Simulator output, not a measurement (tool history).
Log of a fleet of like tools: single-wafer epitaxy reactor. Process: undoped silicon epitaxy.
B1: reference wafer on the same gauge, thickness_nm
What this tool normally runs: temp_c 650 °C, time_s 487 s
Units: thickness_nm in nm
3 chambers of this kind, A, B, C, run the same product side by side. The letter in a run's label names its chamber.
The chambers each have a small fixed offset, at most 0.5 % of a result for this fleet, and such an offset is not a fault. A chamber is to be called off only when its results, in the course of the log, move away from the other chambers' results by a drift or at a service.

Run 1C, day 0.192: usual settings; B1 89.462. Result: thickness_nm 82.448 nm.
Run 2A, day 0.408: usual settings; B1 89.423. Result: thickness_nm 81.889 nm.
Run 3B, day 0.575: usual settings; B1 89.507. Result: thickness_nm 81.666 nm.
Run 4C, day 0.758: usual settings; B1 89.568. Result: thickness_nm 82.598 nm.
Run 5B, day 0.992: usual settings; B1 89.457. Result: thickness_nm 81.955 nm.
Run 6A, day 1.183: usual settings; B1 89.484. Result: thickness_nm 82.054 nm.
Run 7A, day 1.325: usual settings but time_s 579 s; B1 89.501. Result: thickness_nm 97.297 nm.
Run 8B, day 1.504: usual settings but time_s 579 s; B1 89.508. Result: thickness_nm 97.294 nm.
Run 9C, day 1.638: usual settings but time_s 579 s; B1 89.568. Result: thickness_nm 98.052 nm.
Run 10B, day 1.817: usual settings but temp_c 661 °C, time_s 561 s; B1 89.465. Result: thickness_nm 118.33 nm.
Run 11C, day 2.021: usual settings but temp_c 661 °C, time_s 561 s; B1 89.496. Result: thickness_nm 120.25 nm.
Run 12A, day 2.279: usual settings but temp_c 661 °C, time_s 561 s; B1 89.527. Result: thickness_nm 119.94 nm.
Run 13C, day 2.538: usual settings; B1 89.429. Result: thickness_nm 81.951 nm.
Run 14A, day 2.792: usual settings; B1 89.519. Result: thickness_nm 81.559 nm.
Run 15B, day 2.992: usual settings; B1 89.486. Result: thickness_nm 81.275 nm.
Run 16C, day 3.167: usual settings; B1 89.457. Result: thickness_nm 82.858 nm.
Run 17B, day 3.367: usual settings; B1 89.451. Result: thickness_nm 81.469 nm.
Run 18A, day 3.533: usual settings but temp_c 656 °C; B1 89.518. Result: thickness_nm 92.696 nm.
Run 19C, day 3.696: usual settings but temp_c 656 °C; B1 89.532. Result: thickness_nm 94.593 nm.
Run 20A, day 3.867: usual settings but temp_c 656 °C; B1 89.407. Result: thickness_nm 93.335 nm.
Run 21B, day 4.079: usual settings; B1 89.494. Result: thickness_nm 81.491 nm.
Run 22C, day 4.225: usual settings but temp_c 659 °C, time_s 413 s; B1 89.585. Result: thickness_nm 85.882 nm.
Run 23A, day 4.342: usual settings but temp_c 659 °C, time_s 413 s; B1 89.573. Result: thickness_nm 84.41 nm.
Run 24B, day 4.583: usual settings but temp_c 659 °C, time_s 413 s; B1 89.456. Result: thickness_nm 83.66 nm.
Run 25A, day 4.838: usual settings but temp_c 662 °C, time_s 539 s; B1 89.495. Result: thickness_nm 117.49 nm.
Run 26B, day 4.983: usual settings but temp_c 662 °C, time_s 539 s; B1 89.482. Result: thickness_nm 117.14 nm.
Run 27C, day 5.212: usual settings but temp_c 662 °C, time_s 539 s; B1 89.503. Result: thickness_nm 120.06 nm.
Run 28B, day 5.35: usual settings; B1 89.441. Result: thickness_nm 81.81 nm.
Run 29C, day 5.517: usual settings; B1 89.434. Result: thickness_nm 83.105 nm.
Run 30A, day 5.758: usual settings; B1 89.529. Result: thickness_nm 81.791 nm.
Run 31A, day 5.888: usual settings; B1 89.441. Result: thickness_nm 81.808 nm.
Run 32B, day 6.133: usual settings; B1 89.51. Result: thickness_nm 81.798 nm.
Run 33C, day 6.362: usual settings; B1 89.518. Result: thickness_nm 84.034 nm.
Run 34A, day 6.479: usual settings; B1 89.451. Result: thickness_nm 81.796 nm.
Run 35B, day 6.679: usual settings; B1 89.574. Result: thickness_nm 81.025 nm.
Run 36C, day 6.85: usual settings; B1 89.525. Result: thickness_nm 83.963 nm.
Run 37A, day 6.983: usual settings; B1 89.518. Result: thickness_nm 82.044 nm.
Run 38C, day 7.112: usual settings; B1 89.467. Result: thickness_nm 84.375 nm.
Run 39B, day 7.246: usual settings; B1 89.599. Result: thickness_nm 81.481 nm.
Run 40B, day 7.4: usual settings; B1 89.534. Result: thickness_nm 81.861 nm.
Run 41C, day 7.579: usual settings; B1 89.486. Result: thickness_nm 84.668 nm.
Run 42A, day 7.771: usual settings; B1 89.437. Result: thickness_nm 81.832 nm.

One chamber off, gauge drift, or nothing amiss beyond the chambers' own small offsets? If it is a chamber, which one, and what is the likeliest cause?

One chamber, C, drifts off from the rest bit by bit.
Most likely cause: wafer temperature above the value expected at the setpoint (K) = 1.3.

Here are 4 candidates for chamber C's next run, each the usual settings with a change, their results left as question marks. Which one brings its results back in line with what the others give on the usual settings?
To be in line, a result may differ from the other chambers' mean on the usual settings by at most: thickness_nm 0.97 nm
Run 43C-1, day 7.954: usual settings but time_s 493 s. Result: thickness_nm ?.
Run 43C-2, day 7.954: usual settings but temp_c 651 °C, time_s 491 s. Result: thickness_nm ?.
Run 43C-3, day 7.954: usual settings but time_s 481 s. Result: thickness_nm ?.
Run 43C-4, day 7.954: usual settings but time_s 471 s. Result: thickness_nm ?.

Usual-settings mean across the other chambers: thickness_nm 81.673 nm
  run  thickness_nm
43C-1        85.584
43C-2        87.121
43C-3        83.501
43C-4        81.765
The answer is 43C-4, which returns the chamber to within the allowed miss of the others.
